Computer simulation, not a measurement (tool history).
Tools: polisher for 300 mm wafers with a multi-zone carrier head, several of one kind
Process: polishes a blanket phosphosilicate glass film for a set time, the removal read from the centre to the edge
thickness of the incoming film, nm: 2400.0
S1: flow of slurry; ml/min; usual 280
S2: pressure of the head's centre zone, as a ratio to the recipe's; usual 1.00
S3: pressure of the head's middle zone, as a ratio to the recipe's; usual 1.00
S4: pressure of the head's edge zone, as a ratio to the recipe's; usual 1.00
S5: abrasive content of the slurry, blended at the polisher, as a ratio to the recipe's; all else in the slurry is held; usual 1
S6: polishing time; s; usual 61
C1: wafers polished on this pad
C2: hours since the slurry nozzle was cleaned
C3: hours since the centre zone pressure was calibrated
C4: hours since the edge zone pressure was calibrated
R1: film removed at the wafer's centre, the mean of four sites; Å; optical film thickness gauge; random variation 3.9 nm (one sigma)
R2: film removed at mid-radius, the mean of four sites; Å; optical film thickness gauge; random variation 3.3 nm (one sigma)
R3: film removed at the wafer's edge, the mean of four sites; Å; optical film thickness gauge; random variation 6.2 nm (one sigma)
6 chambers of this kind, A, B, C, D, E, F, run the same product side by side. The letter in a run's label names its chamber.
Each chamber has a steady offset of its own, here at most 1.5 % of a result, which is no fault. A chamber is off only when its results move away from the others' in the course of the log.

-- day=0.246 chamber B: edge zone pressure recalibrated
-- day=0.283 chamber E: worn pad replaced by a new one
run 1D day=0.425 | S1=280 S2=1.00 S3=1.00 S4=1.00 S5=1 S6=61 | C1=299 C2=94.1 C3=199.1 C4=611.3 | R1=4355.3 R2=4412.9 R3=4317.7
run 2C day=0.917 | S1=280 S2=1.00 S3=1.00 S4=1.00 S5=1 S6=61 | C1=537 C2=430.5 C3=263.2 C4=473.0 | R1=4369.2 R2=4365.8 R3=4386.6
-- day=1.188 chamber B: slurry nozzle cleaned
run 3A day=1.312 | S1=280 S2=1.00 S3=1.00 S4=1.00 S5=1 S6=61 | C1=193 C2=283.3 C3=236.1 C4=1105.0 | R1=4398.1 R2=4374.5 R3=4466.8
run 4F day=1.821 | S1=280 S2=1.00 S3=1.00 S4=1.00 S5=1 S6=61 | C1=371 C2=179.7 C3=1134.9 C4=701.9 | R1=4379.9 R2=4358.7 R3=4342.1
run 5E day=2.117 | S1=365 S2=0.91 S3=1.00 S4=1.00 S5=1 S6=61 | C1=269 C2=438.2 C3=483.4 C4=599.1 | R1=4006.0 R2=4405.6 R3=4524.9
-- day=2.133 chamber D: worn pad replaced by a new one
run 6B day=2.525 | S1=365 S2=0.91 S3=1.00 S4=1.00 S5=1 S6=61 | C1=1230 C2=32.1 C3=583.7 C4=54.8 | R1=4021.8 R2=4465.1 R3=4351.5
run 7A day=2.912 | S1=365 S2=0.91 S3=1.00 S4=1.00 S5=1 S6=61 | C1=428 C2=321.7 C3=274.5 C4=1143.4 | R1=3921.3 R2=4449.3 R3=4514.8
-- day=3.217 chamber F: centre zone pressure recalibrated
run 8C day=3.225 | S1=365 S2=0.91 S3=1.00 S4=1.00 S5=1 S6=61 | C1=876 C2=485.9 C3=318.6 C4=528.4 | R1=4013.3 R2=4448.3 R3=4395.9
run 9F day=3.529 | S1=365 S2=0.91 S3=1.00 S4=1.00 S5=1 S6=61 | C1=622 C2=220.7 C3=7.5 C4=742.9 | R1=3983.9 R2=4462.3 R3=4364.6
run 10D day=3.929 | S1=365 S2=0.91 S3=1.00 S4=1.00 S5=1 S6=61 | C1=264 C2=178.2 C3=283.2 C4=695.4 | R1=4050.0 R2=4565.2 R3=4459.8
-- day=4.212 chamber B: worn pad replaced by a new one
run 11E day=4.462 | S1=280 S2=1.00 S3=1.00 S4=1.00 S5=1 S6=61 | C1=614 C2=494.5 C3=539.7 C4=655.4 | R1=4305.9 R2=4374.0 R3=4464.2
run 12B day=4.796 | S1=280 S2=1.00 S3=1.00 S4=1.00 S5=1 S6=61 | C1=85 C2=86.6 C3=638.2 C4=109.3 | R1=4349.9 R2=4491.3 R3=4360.7
run 13F day=5.038 | S1=280 S2=1.00 S3=1.00 S4=1.00 S5=1 S6=61 | C1=843 C2=256.9 C3=43.7 C4=779.1 | R1=4305.6 R2=4370.3 R3=4380.1
-- day=5.358 chamber F: worn pad replaced by a new one
run 14C day=5.392 | S1=350 S2=1.07 S3=1.00 S4=1.00 S5=1 S6=61 | C1=1194 C2=537.9 C3=370.6 C4=580.4 | R1=4742.9 R2=4456.0 R3=4527.0
-- day=5.512 chamber D: worn pad replaced by a new one
-- day=5.550 chamber C: worn pad replaced by a new one
run 15B day=5.821 | S1=350 S2=1.07 S3=1.00 S4=1.00 S5=1 S6=61 | C1=236 C2=111.2 C3=662.8 C4=133.9 | R1=4843.0 R2=4503.4 R3=4458.6
run 16A day=6.304 | S1=350 S2=1.07 S3=1.00 S4=1.00 S5=1 S6=61 | C1=926 C2=403.1 C3=355.9 C4=1224.8 | R1=4690.6 R2=4506.2 R3=4432.5
run 17D day=6.671 | S1=350 S2=1.07 S3=1.00 S4=1.00 S5=1 S6=61 | C1=170 C2=244.0 C3=349.0 C4=761.2 | R1=4736.7 R2=4549.5 R3=4376.6
-- day=7.017 chamber C: slurry nozzle cleaned
run 18E day=7.054 | S1=350 S2=1.07 S3=1.00 S4=1.00 S5=1 S6=61 | C1=994 C2=556.7 C3=601.9 C4=717.6 | R1=4814.2 R2=4430.9 R3=4307.1
run 19A day=7.438 | S1=350 S2=1.07 S3=1.00 S4=1.00 S5=1 S6=61 | C1=1093 C2=430.3 C3=383.1 C4=1252.0 | R1=4782.1 R2=4496.2 R3=4552.1
run 20F day=7.783 | S1=215 S2=1.00 S3=1.00 S4=1.00 S5=1 S6=61 | C1=356 C2=322.8 C3=109.6 C4=845.0 | R1=4209.9 R2=4198.2 R3=4296.2
-- day=7.925 chamber E: centre zone pressure recalibrated
-- day=8.046 chamber F: edge zone pressure recalibrated
run 21C day=8.238 | S1=215 S2=1.00 S3=1.00 S4=1.00 S5=1 S6=61 | C1=395 C2=29.4 C3=438.9 C4=648.7 | R1=4218.2 R2=4253.3 R3=4228.8
-- day=8.642 chamber E: slurry nozzle cleaned
run 22E day=8.658 | S1=215 S2=1.00 S3=1.00 S4=1.00 S5=1 S6=61 | C1=1230 C2=0.5 C3=17.7 C4=756.1 | R1=4182.7 R2=4211.3 R3=4321.7
-- day=8.704 chamber A: worn pad replaced by a new one
run 23D day=8.988 | S1=215 S2=1.00 S3=1.00 S4=1.00 S5=1 S6=61 | C1=510 C2=299.6 C3=404.6 C4=816.8 | R1=4167.9 R2=4287.2 R3=4094.8
-- day=9.121 chamber C: centre zone pressure recalibrated
run 24B day=9.454 | S1=215 S2=1.00 S3=1.00 S4=1.00 S5=1 S6=61 | C1=770 C2=198.4 C3=750.0 C4=221.1 | R1=4190.9 R2=4301.3 R3=4261.1
-- day=9.596 chamber D: worn pad replaced by a new one
run 25D day=9.750 | S1=215 S2=1.00 S3=1.00 S4=1.00 S5=1 S6=61 | C1=22 C2=317.9 C3=422.9 C4=835.1 | R1=4195.2 R2=4324.8 R3=4321.5
-- day=9.783 chamber E: worn pad replaced by a new one
run 26C day=10.208 | S1=280 S2=1.00 S3=1.00 S4=1.00 S5=1 S6=61 | C1=684 C2=76.7 C3=26.2 C4=696.0 | R1=4344.0 R2=4339.1 R3=4461.1
-- day=10.279 chamber F: worn pad replaced by a new one
run 27E day=10.550 | S1=280 S2=1.00 S3=1.00 S4=1.00 S5=1 S6=61 | C1=113 C2=45.9 C3=63.1 C4=801.5 | R1=4361.9 R2=4371.8 R3=4395.3
run 28A day=10.958 | S1=280 S2=1.00 S3=1.00 S4=1.00 S5=1 S6=61 | C1=331 C2=514.8 C3=467.6 C4=1336.5 | R1=4425.4 R2=4412.3 R3=4355.2
-- day=11.350 chamber A: edge zone pressure recalibrated
run 29F day=11.450 | S1=280 S2=1.00 S3=0.92 S4=1.09 S5=1 S6=61 | C1=172 C2=410.8 C3=197.6 C4=81.8 | R1=4343.2 R2=4018.4 R3=4651.9
-- day=11.667 chamber B: slurry nozzle cleaned
run 30B day=11.933 | S1=280 S2=1.00 S3=0.92 S4=1.09 S5=1 S6=61 | C1=1134 C2=6.5 C3=809.5 C4=280.6 | R1=4379.7 R2=4112.2 R3=4565.1
run 31F day=12.183 | S1=280 S2=1.00 S3=0.92 S4=1.09 S5=1 S6=61 | C1=279 C2=428.4 C3=215.2 C4=99.4 | R1=4316.7 R2=4064.5 R3=4577.1
run 32A day=12.567 | S1=280 S2=1.00 S3=0.92 S4=1.09 S5=1 S6=61 | C1=567 C2=553.4 C3=506.2 C4=29.3 | R1=4361.6 R2=4060.6 R3=4746.2
-- day=12.954 chamber D: worn pad replaced by a new one
run 33C day=12.975 | S1=280 S2=1.00 S3=0.92 S4=1.09 S5=1 S6=61 | C1=1091 C2=143.1 C3=92.6 C4=762.4 | R1=4339.1 R2=4043.4 R3=4656.1
run 34E day=13.467 | S1=280 S2=1.00 S3=0.92 S4=1.09 S5=1 S6=61 | C1=541 C2=115.9 C3=133.1 C4=871.5 | R1=4368.5 R2=4016.7 R3=4666.3
run 35D day=13.967 | S1=280 S2=1.00 S3=1.00 S4=1.00 S5=1 S6=61 | C1=148 C2=419.1 C3=524.1 C4=936.3 | R1=4416.1 R2=4440.5 R3=4450.6
-- day=14.308 chamber B: worn pad replaced by a new one
run 36B day=14.388 | S1=280 S2=1.00 S3=1.00 S4=1.00 S5=1 S6=61 | C1=12 C2=65.4 C3=868.4 C4=339.5 | R1=4389.2 R2=4392.7 R3=4392.5
run 37D day=14.871 | S1=280 S2=1.00 S3=1.00 S4=1.00 S5=1 S6=61 | C1=281 C2=440.8 C3=545.8 C4=958.0 | R1=4261.5 R2=4401.0 R3=4308.2
run 38B day=15.308 | S1=280 S2=1.00 S3=1.00 S4=1.00 S5=1 S6=61 | C1=147 C2=87.5 C3=890.5 C4=361.6 | R1=4353.8 R2=4412.5 R3=4382.3
-- day=15.367 chamber F: worn pad replaced by a new one
-- day=15.675 chamber F: slurry nozzle cleaned
run 39A day=15.725 | S1=280 S2=1.00 S3=1.00 S4=1.00 S5=1 S6=61 | C1=1031 C2=629.2 C3=582.0 C4=105.1 | R1=4393.2 R2=4412.9 R3=4374.2
run 40F day=16.033 | S1=350 S2=1.00 S3=1.00 S4=1.00 S5=1 S6=61 | C1=98 C2=8.7 C3=307.6 C4=191.8 | R1=4439.0 R2=4447.3 R3=4466.6

Next, every chamber runs the same settings. What will each give?
run 41A day=16.433 | S1=280 S2=1.00 S3=1.00 S4=1.00 S5=1 S6=50 | R1=? R2=? R3=?
run 41B day=16.433 | S1=280 S2=1.00 S3=1.00 S4=1.00 S5=1 S6=50 | R1=? R2=? R3=?
run 41C day=16.433 | S1=280 S2=1.00 S3=1.00 S4=1.00 S5=1 S6=50 | R1=? R2=? R3=?
run 41D day=16.433 | S1=280 S2=1.00 S3=1.00 S4=1.00 S5=1 S6=50 | R1=? R2=? R3=?
run 41E day=16.433 | S1=280 S2=1.00 S3=1.00 S4=1.00 S5=1 S6=50 | R1=? R2=? R3=?
run 41F day=16.433 | S1=280 S2=1.00 S3=1.00 S4=1.00 S5=1 S6=50 | R1=? R2=? R3=?

run=41A R1=3539.6 R2=3567.3 R3=3606.8
run=41B R1=3626.5 R2=3597.4 R3=3437.3
run=41C R1=3541.0 R2=3584.7 R3=3603.1
run=41D R1=3555.2 R2=3581.8 R3=3484.0
run=41E R1=3582.1 R2=3538.2 R3=3576.9
run=41F R1=3581.2 R2=3549.6 R3=3566.6

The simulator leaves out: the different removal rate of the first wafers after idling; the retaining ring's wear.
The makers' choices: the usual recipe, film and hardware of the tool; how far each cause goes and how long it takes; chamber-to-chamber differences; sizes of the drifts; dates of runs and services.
